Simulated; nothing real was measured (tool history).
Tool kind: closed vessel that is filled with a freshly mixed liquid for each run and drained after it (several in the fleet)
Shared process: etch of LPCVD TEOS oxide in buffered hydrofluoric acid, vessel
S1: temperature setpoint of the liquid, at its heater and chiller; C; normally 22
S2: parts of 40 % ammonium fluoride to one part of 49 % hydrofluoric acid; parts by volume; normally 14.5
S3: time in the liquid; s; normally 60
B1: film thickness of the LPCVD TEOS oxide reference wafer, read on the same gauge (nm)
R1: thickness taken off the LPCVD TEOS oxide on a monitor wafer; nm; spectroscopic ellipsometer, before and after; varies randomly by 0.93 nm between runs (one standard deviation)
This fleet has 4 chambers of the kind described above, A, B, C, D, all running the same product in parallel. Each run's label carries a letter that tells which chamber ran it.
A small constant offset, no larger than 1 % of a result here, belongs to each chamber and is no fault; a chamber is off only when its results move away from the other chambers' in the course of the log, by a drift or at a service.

Run 1D, hour 7.1: usual settings; B1 90.005. Result: R1 112.17 nm.
Run 2C, hour 15.5: usual settings; B1 89.984. Result: R1 111.94 nm.
Run 3B, hour 22: usual settings; B1 89.987. Result: R1 112.97 nm.
Run 4A, hour 28.2: usual settings; B1 89.987. Result: R1 113.18 nm.
Run 5D, hour 37.1: usual settings; B1 89.974. Result: R1 111.37 nm.
Run 6C, hour 41.8: usual settings; B1 90.001. Result: R1 113.28 nm.
Run 7A, hour 47.5: usual settings; B1 89.997. Result: R1 113.01 nm.
Run 8B, hour 56.3: usual settings; B1 90.009. Result: R1 113.64 nm.
Run 9D, hour 60.8: usual settings; B1 90.015. Result: R1 111.67 nm.
Run 10C, hour 65.4: usual settings but S3 70 s; B1 89.992. Result: R1 131.37 nm.
Run 11B, hour 74.6: usual settings but S3 70 s; B1 89.991. Result: R1 131.58 nm.
Run 12A, hour 80.8: usual settings but S3 70 s; B1 89.996. Result: R1 133.17 nm.
Run 13A, hour 89.3: usual settings but S3 70 s; B1 90.001. Result: R1 132.49 nm.
Run 14B, hour 94.7: usual settings; B1 89.985. Result: R1 113.46 nm.
At hour 95.4: chamber C: hydrofluoric acid flow meter replaced.
Run 15C, hour 103.5: usual settings; B1 89.995. Result: R1 111.19 nm.
Run 16D, hour 109.7: usual settings; B1 90.007. Result: R1 113.04 nm.
Run 17D, hour 114.7: usual settings; B1 89.998. Result: R1 113.94 nm.
Run 18C, hour 121.9: usual settings; B1 89.999. Result: R1 112.8 nm.
Run 19B, hour 131.1: usual settings but S2 16.5 parts by volume; B1 90.01. Result: R1 100.54 nm.
Run 20A, hour 138.5: usual settings but S2 16.5 parts by volume; B1 89.998. Result: R1 100.61 nm.
Run 21D, hour 144.7: usual settings but S2 16.5 parts by volume; B1 90.003. Result: R1 101.55 nm.
Run 22C, hour 151.2: usual settings but S2 16.5 parts by volume; B1 90. Result: R1 98.534 nm.
Run 23A, hour 160.4: usual settings; B1 89.993. Result: R1 114.57 nm.
At hour 168.4: chamber A: thermometer replaced.
Run 24B, hour 169.9: usual settings; B1 90.008. Result: R1 113.87 nm.
Run 25C, hour 177.4: usual settings; B1 90.008. Result: R1 113.09 nm.
Run 26B, hour 186.6: usual settings; B1 89.987. Result: R1 112.48 nm.
Run 27A, hour 195.3: usual settings; B1 89.996. Result: R1 113.46 nm.
Run 28D, hour 204.6: usual settings but S1 18 C, S2 12 parts by volume; B1 90.001. Result: R1 112.59 nm.

Is one chamber out of step, is the gauge drifting, or do the chambers differ by no more than their own small offsets? For an off chamber, give its letter and the likeliest cause.

Chamber D drifts away from the others.
What lies behind it: hydrofluoric acid flow above the setpoint (%) = 7.53.
Not necessarily distinguishable in this log from: liquid hotter than its thermometer reads (K).

Chamber D could run next with any of the 4 candidate recipes listed below; each alters the usual settings, and their results appear as question marks. Which one brings its results back in line with what the other chambers deliver on the usual settings?
Maximum distance from the other chambers' mean on the usual settings for a result to count as in line: R1 3.2 nm
Run 29D-1, hour 211.9: usual settings but S2 14 parts by volume, S3 65 s. Result: R1 ?.
Run 29D-2, hour 211.9: usual settings but S2 15.5 parts by volume. Result: R1 ?.
Run 29D-3, hour 211.9: usual settings but S2 13.5 parts by volume. Result: R1 ?.
Run 29D-4, hour 211.9: usual settings but S2 15 parts by volume, S3 55 s. Result: R1 ?.

Other chambers, usual settings, mean: R1 113.01 nm
  run      R1
29D-1  134.27
29D-2  112.23
29D-3   128.4
29D-4  106.22
The answer is 29D-2, which returns the chamber to within the allowed miss of the others.

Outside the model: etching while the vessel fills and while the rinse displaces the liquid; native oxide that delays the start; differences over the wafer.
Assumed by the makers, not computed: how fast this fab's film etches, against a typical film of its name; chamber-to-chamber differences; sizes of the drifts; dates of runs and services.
